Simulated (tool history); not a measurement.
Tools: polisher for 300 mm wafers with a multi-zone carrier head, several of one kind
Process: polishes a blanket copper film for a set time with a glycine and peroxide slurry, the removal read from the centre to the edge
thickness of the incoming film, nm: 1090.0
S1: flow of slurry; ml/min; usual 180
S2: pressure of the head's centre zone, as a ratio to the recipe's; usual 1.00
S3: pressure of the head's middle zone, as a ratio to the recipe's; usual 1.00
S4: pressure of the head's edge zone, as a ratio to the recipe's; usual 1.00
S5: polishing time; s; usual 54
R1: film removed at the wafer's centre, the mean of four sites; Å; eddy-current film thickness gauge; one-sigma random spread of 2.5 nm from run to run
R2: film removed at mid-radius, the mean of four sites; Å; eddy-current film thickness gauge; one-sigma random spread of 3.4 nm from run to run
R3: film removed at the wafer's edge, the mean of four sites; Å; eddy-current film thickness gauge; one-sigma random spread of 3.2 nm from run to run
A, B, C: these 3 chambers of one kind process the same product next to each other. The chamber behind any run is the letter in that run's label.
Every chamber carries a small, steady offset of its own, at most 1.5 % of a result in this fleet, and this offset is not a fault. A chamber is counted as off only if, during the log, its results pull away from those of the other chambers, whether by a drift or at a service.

| run | day | S1 | S2 | S3 | S4 | S5 | R1 | R2 | R3 |
|---|---|---|---|---|---|---|---|---|---|
| 1A | 0.179 | 180 | 1.00 | 1.00 | 1.00 | 54 | 3252.0 | 3251.4 | 3320.5 |
| 2C | 0.358 | 180 | 1.00 | 1.00 | 1.00 | 54 | 3295.6 | 3304.1 | 3334.1 |
| 3B | 0.467 | 180 | 1.00 | 1.00 | 1.00 | 54 | 3260.0 | 3290.2 | 3339.5 |
|  | 0.583 | chamber B: slurry nozzle cleaned |
| 4A | 0.642 | 180 | 1.00 | 1.00 | 1.00 | 54 | 3283.9 | 3304.4 | 3309.1 |
| 5C | 0.812 | 180 | 1.00 | 1.00 | 1.00 | 54 | 3261.4 | 3313.2 | 3275.3 |
| 6B | 0.979 | 180 | 1.00 | 1.00 | 1.00 | 54 | 3276.5 | 3340.0 | 3322.5 |
|  | 1.012 | chamber A: worn pad replaced by a new one |
| 7C | 1.088 | 180 | 1.00 | 1.00 | 1.00 | 54 | 3277.2 | 3248.9 | 3326.5 |
|  | 1.142 | chamber A: centre zone pressure recalibrated |
|  | 1.167 | chamber B: worn pad replaced by a new one |
| 8B | 1.196 | 180 | 1.00 | 1.00 | 1.00 | 54 | 3277.7 | 3208.1 | 3323.5 |
| 9A | 1.342 | 180 | 1.00 | 1.00 | 1.00 | 54 | 3298.3 | 3272.5 | 3266.8 |
| 10A | 1.508 | 180 | 1.00 | 1.00 | 1.00 | 54 | 3316.9 | 3217.5 | 3259.3 |
| 11B | 1.608 | 180 | 1.00 | 1.00 | 1.00 | 54 | 3248.4 | 3287.1 | 3317.9 |
| 12C | 1.721 | 180 | 1.00 | 1.00 | 1.00 | 54 | 3325.9 | 3223.5 | 3276.1 |
| 13A | 1.846 | 180 | 1.00 | 1.00 | 1.00 | 54 | 3275.8 | 3284.9 | 3322.8 |
| 14B | 1.933 | 180 | 1.00 | 1.00 | 1.00 | 54 | 3318.0 | 3243.0 | 3378.4 |
| 15C | 2.062 | 155 | 1.00 | 1.00 | 0.93 | 54 | 3189.5 | 3154.7 | 3092.1 |
| 16C | 2.162 | 155 | 1.00 | 1.00 | 0.93 | 54 | 3130.3 | 3186.0 | 3157.8 |
|  | 2.238 | chamber B: edge zone pressure recalibrated |
| 17B | 2.321 | 155 | 1.00 | 1.00 | 0.93 | 54 | 3290.6 | 3154.3 | 3099.2 |
| 18A | 2.446 | 180 | 1.00 | 1.00 | 1.00 | 54 | 3287.5 | 3206.3 | 3334.8 |
| 19C | 2.612 | 180 | 1.00 | 1.00 | 1.00 | 54 | 3269.8 | 3258.9 | 3281.2 |
|  | 2.638 | chamber A: worn pad replaced by a new one |
| 20B | 2.725 | 180 | 1.00 | 1.00 | 1.00 | 54 | 3373.0 | 3254.2 | 3303.2 |
| 21A | 2.829 | 180 | 1.04 | 0.91 | 1.00 | 54 | 3404.3 | 2991.0 | 3253.4 |
|  | 2.954 | chamber B: worn pad replaced by a new one |
| 22B | 3.004 | 180 | 1.04 | 0.91 | 1.00 | 54 | 3564.9 | 2998.4 | 3309.3 |
| 23C | 3.117 | 180 | 1.04 | 0.91 | 1.00 | 54 | 3448.0 | 2927.2 | 3323.9 |
|  | 3.300 | chamber C: worn pad replaced by a new one |
| 24A | 3.300 | 180 | 1.00 | 1.00 | 1.00 | 54 | 3281.3 | 3293.4 | 3256.5 |
| 25C | 3.500 | 180 | 1.00 | 1.00 | 1.00 | 54 | 3323.3 | 3220.6 | 3322.4 |
| 26A | 3.683 | 180 | 1.09 | 1.00 | 0.95 | 54 | 3590.0 | 3297.5 | 3215.6 |
| 27B | 3.838 | 180 | 1.09 | 1.00 | 0.95 | 54 | 3850.7 | 3270.2 | 3240.6 |
| 28B | 4.021 | 180 | 1.09 | 1.00 | 0.95 | 54 | 3853.3 | 3261.6 | 3264.0 |
|  | 4.067 | chamber A: worn pad replaced by a new one |
| 29A | 4.175 | 180 | 1.00 | 1.00 | 1.00 | 54 | 3293.8 | 3260.4 | 3282.2 |
| 30C | 4.350 | 180 | 1.00 | 1.00 | 1.00 | 54 | 3264.9 | 3264.3 | 3279.0 |
| 31B | 4.438 | 180 | 1.00 | 1.00 | 1.00 | 54 | 3568.6 | 3243.1 | 3365.6 |
|  | 4.550 | chamber C: edge zone pressure recalibrated |
| 32C | 4.625 | 180 | 1.00 | 1.00 | 1.00 | 54 | 3297.5 | 3292.1 | 3308.2 |
| 33A | 4.746 | 180 | 1.11 | 1.00 | 1.00 | 54 | 3668.4 | 3283.4 | 3274.7 |

Read the log: is a single chamber off, either drifting away or since a service, is the gauge that measures every chamber drifting, or is nothing wrong beyond small per-chamber offsets? Name any odd chamber and what most likely caused it.

Little by little, chamber B moves away from the other chambers.
Cause: centre zone's pressure above its setpoint, % = 7.93.

Below are 4 candidate recipes for chamber B's next run, each the usual settings with a change, their results shown as question marks. Which of them brings B's results back in line with what the other chambers give on the usual settings?
Allowed miss from the other chambers' usual-settings mean, per result, to count as in line: R1 87.0 Å; R2 120.0 Å; R3 110.0 Å
| 34B-1 | 4.896 | 185 | 1.05 | 0.98 | 0.99 | 55 | ? | ? | ? |
| 34B-2 | 4.896 | 175 | 0.95 | 1.02 | 1.01 | 53 | ? | ? | ? |
| 34B-3 | 4.896 | 180 | 1.02 | 0.99 | 0.99 | 54 | ? | ? | ? |
| 34B-4 | 4.896 | 180 | 0.98 | 1.01 | 1.01 | 54 | ? | ? | ? |

Usual-settings mean across the other chambers: R1 3283.1 Å; R2 3267.3 Å; R3 3283.3 Å
| run | R1 | R2 | R3 |
|---|---|---|---|
| 34B-1 | 3836.3 | 3289.3 | 3388.8 |
| 34B-2 | 3288.9 | 3259.2 | 3277.2 |
| 34B-3 | 3634.3 | 3245.8 | 3316.1 |
| 34B-4 | 3482.3 | 3305.7 | 3350.7 |
The answer is 34B-2, which returns the chamber to within the allowed miss of the others.
